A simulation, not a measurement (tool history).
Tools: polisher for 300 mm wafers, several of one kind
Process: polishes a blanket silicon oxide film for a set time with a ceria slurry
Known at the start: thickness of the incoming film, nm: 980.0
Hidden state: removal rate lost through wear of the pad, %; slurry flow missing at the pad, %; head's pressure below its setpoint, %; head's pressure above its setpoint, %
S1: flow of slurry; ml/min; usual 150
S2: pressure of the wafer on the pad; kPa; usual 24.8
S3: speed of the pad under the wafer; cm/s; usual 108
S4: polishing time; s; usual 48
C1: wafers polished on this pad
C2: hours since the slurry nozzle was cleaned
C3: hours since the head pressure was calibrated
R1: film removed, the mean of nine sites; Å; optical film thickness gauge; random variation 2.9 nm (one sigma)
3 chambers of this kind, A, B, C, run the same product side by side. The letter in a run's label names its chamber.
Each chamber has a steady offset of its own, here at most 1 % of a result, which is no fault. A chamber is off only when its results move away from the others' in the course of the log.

Run 1A, hour 12.3: usual settings; C1 92; C2 740.5; C3 564.9. Result: R1 3013.9 Å.
Run 2C, hour 22.3: usual settings; C1 616; C2 94.1; C3 337. Result: R1 3012.4 Å.
Run 3B, hour 33.4: usual settings; C1 303; C2 86.3; C3 476.9. Result: R1 3035.9 Å.
Run 4B, hour 47.2: usual settings; C1 381; C2 100.1; C3 490.7. Result: R1 3011.7 Å.
At hour 51.8: chamber A: slurry nozzle cleaned.
Run 5C, hour 55.6: usual settings; C1 804; C2 127.4; C3 370.3. Result: R1 2998 Å.
Run 6A, hour 62.4: usual settings but S2 17.9 kPa; C1 375; C2 10.7; C3 615. Result: R1 2185 Å.
Run 7A, hour 72.7: usual settings but S2 17.9 kPa; C1 433; C2 21; C3 625.3. Result: R1 2172.4 Å.
Run 8B, hour 84.2: usual settings but S2 17.9 kPa; C1 591; C2 137.1; C3 527.7. Result: R1 2192 Å.
Run 9C, hour 97.5: usual settings; C1 1041; C2 169.3; C3 412.2. Result: R1 3023.9 Å.
Run 10B, hour 111: usual settings; C1 742; C2 163.9; C3 554.5. Result: R1 3002.9 Å.
At hour 122: chamber A: worn pad replaced by a new one.
Run 11A, hour 125.7: usual settings; C1 21; C2 74; C3 678.3. Result: R1 2964.5 Å.
At hour 140.8: chamber B: worn pad replaced by a new one.
Run 12C, hour 140.9: usual settings; C1 1287; C2 212.7; C3 455.6. Result: R1 2965.2 Å.
Run 13B, hour 148.5: usual settings; C1 43; C2 201.4; C3 592. Result: R1 3080.3 Å.
Run 14C, hour 161.7: usual settings but S1 115 ml/min, S2 28.3 kPa; C1 1404; C2 233.5; C3 476.4. Result: R1 3257.3 Å.
Run 15A, hour 172.7: usual settings but S1 115 ml/min, S2 28.3 kPa; C1 287; C2 121; C3 725.3. Result: R1 3191.8 Å.
At hour 178.2: chamber C: head pressure recalibrated.
Run 16C, hour 188: usual settings but S1 115 ml/min, S2 28.3 kPa; C1 1553; C2 259.8; C3 9.8. Result: R1 3196.2 Å.
Run 17A, hour 199.5: usual settings; C1 439; C2 147.8; C3 752.1. Result: R1 2926 Å.
At hour 212.1: chamber C: worn pad replaced by a new one.
Run 18B, hour 214.2: usual settings; C1 415; C2 267.1; C3 657.7. Result: R1 3037.7 Å.
Run 19B, hour 221.4: usual settings; C1 456; C2 274.3; C3 664.9. Result: R1 3048.4 Å.
At hour 224.9: chamber A: worn pad replaced by a new one.
Run 20A, hour 236.1: usual settings; C1 63; C2 184.4; C3 788.7. Result: R1 2900.1 Å.
At hour 236.7: chamber B: head pressure recalibrated.
Run 21C, hour 246.9: usual settings; C1 197; C2 318.7; C3 68.7. Result: R1 3064.1 Å.
At hour 260.3: chamber C: slurry nozzle cleaned.
Run 22C, hour 260.4: usual settings but S3 128 cm/s; C1 273; C2 0.2; C3 82.2. Result: R1 3547.4 Å.
Run 23A, hour 270.3: usual settings but S3 128 cm/s; C1 257; C2 218.6; C3 822.9. Result: R1 3354 Å.
At hour 270.8: chamber B: slurry nozzle cleaned.
Run 24B, hour 279.1: usual settings but S3 128 cm/s; C1 782; C2 8.3; C3 42.4. Result: R1 3538.1 Å.
At hour 286.8: chamber B: worn pad replaced by a new one.
Run 25C, hour 290.6: usual settings; C1 444; C2 30.4; C3 112.4. Result: R1 3037.3 Å.
Run 26A, hour 306: usual settings; C1 459; C2 254.3; C3 858.6. Result: R1 2835.3 Å.
Run 27B, hour 316.5: usual settings; C1 168; C2 45.7; C3 79.8. Result: R1 3001 Å.
Run 28B, hour 325.6: usual settings; C1 220; C2 54.8; C3 88.9. Result: R1 3002.7 Å.
Run 29A, hour 340.6: usual settings but S2 32.4 kPa; C1 654; C2 288.9; C3 893.2. Result: R1 3678.1 Å.
Run 30C, hour 354.1: usual settings but S2 32.4 kPa; C1 804; C2 93.9; C3 175.9. Result: R1 3928.3 Å.
At hour 356: chamber A: worn pad replaced by a new one.
Run 31A, hour 367.4: usual settings but S2 32.4 kPa; C1 64; C2 315.7; C3 920. Result: R1 3648.2 Å.
Run 32C, hour 380.5: usual settings; C1 953; C2 120.3; C3 202.3. Result: R1 3008 Å.
Run 33B, hour 392: usual settings; C1 595; C2 121.2; C3 155.3. Result: R1 2960.9 Å.
Run 34C, hour 400.4: usual settings; C1 1066; C2 140.2; C3 222.2. Result: R1 2981.3 Å.
Run 35B, hour 411.9: usual settings; C1 708; C2 141.1; C3 175.2. Result: R1 3037.7 Å.

What goes on in this fleet: one chamber off, a drifting gauge, or nothing beyond the chambers' own small offsets? Name the chamber and the cause, if any.

Chamber A drifts away from the others.
Cause: head's pressure below its setpoint, % = 7.48.
The log may not tell that from: slurry flow missing at the pad, %.

Here are 4 candidates for chamber A's next run, each the usual settings with a change, their results left as question marks. Which one brings its results back in line with what the others give on the usual settings?
In line means no further than this from the other chambers' mean on the usual settings: R1 100 Å
Run 36A-1, hour 423.1: usual settings but S2 23.4 kPa, S3 104 cm/s. Result: R1 ?.
Run 36A-2, hour 423.1: usual settings but S2 23.4 kPa, S3 104 cm/s, S4 46 s. Result: R1 ?.
Run 36A-3, hour 423.1: usual settings but S3 116 cm/s. Result: R1 ?.
Run 36A-4, hour 423.1: usual settings but S2 26.9 kPa, S4 51 s. Result: R1 ?.

The other chambers' mean on the usual settings: R1 3014.3 Å
  run      R1
36A-1  2535.8
36A-2  2430.1
36A-3  2989.8
36A-4  3207.3
36A-3 brings the chamber back in line.

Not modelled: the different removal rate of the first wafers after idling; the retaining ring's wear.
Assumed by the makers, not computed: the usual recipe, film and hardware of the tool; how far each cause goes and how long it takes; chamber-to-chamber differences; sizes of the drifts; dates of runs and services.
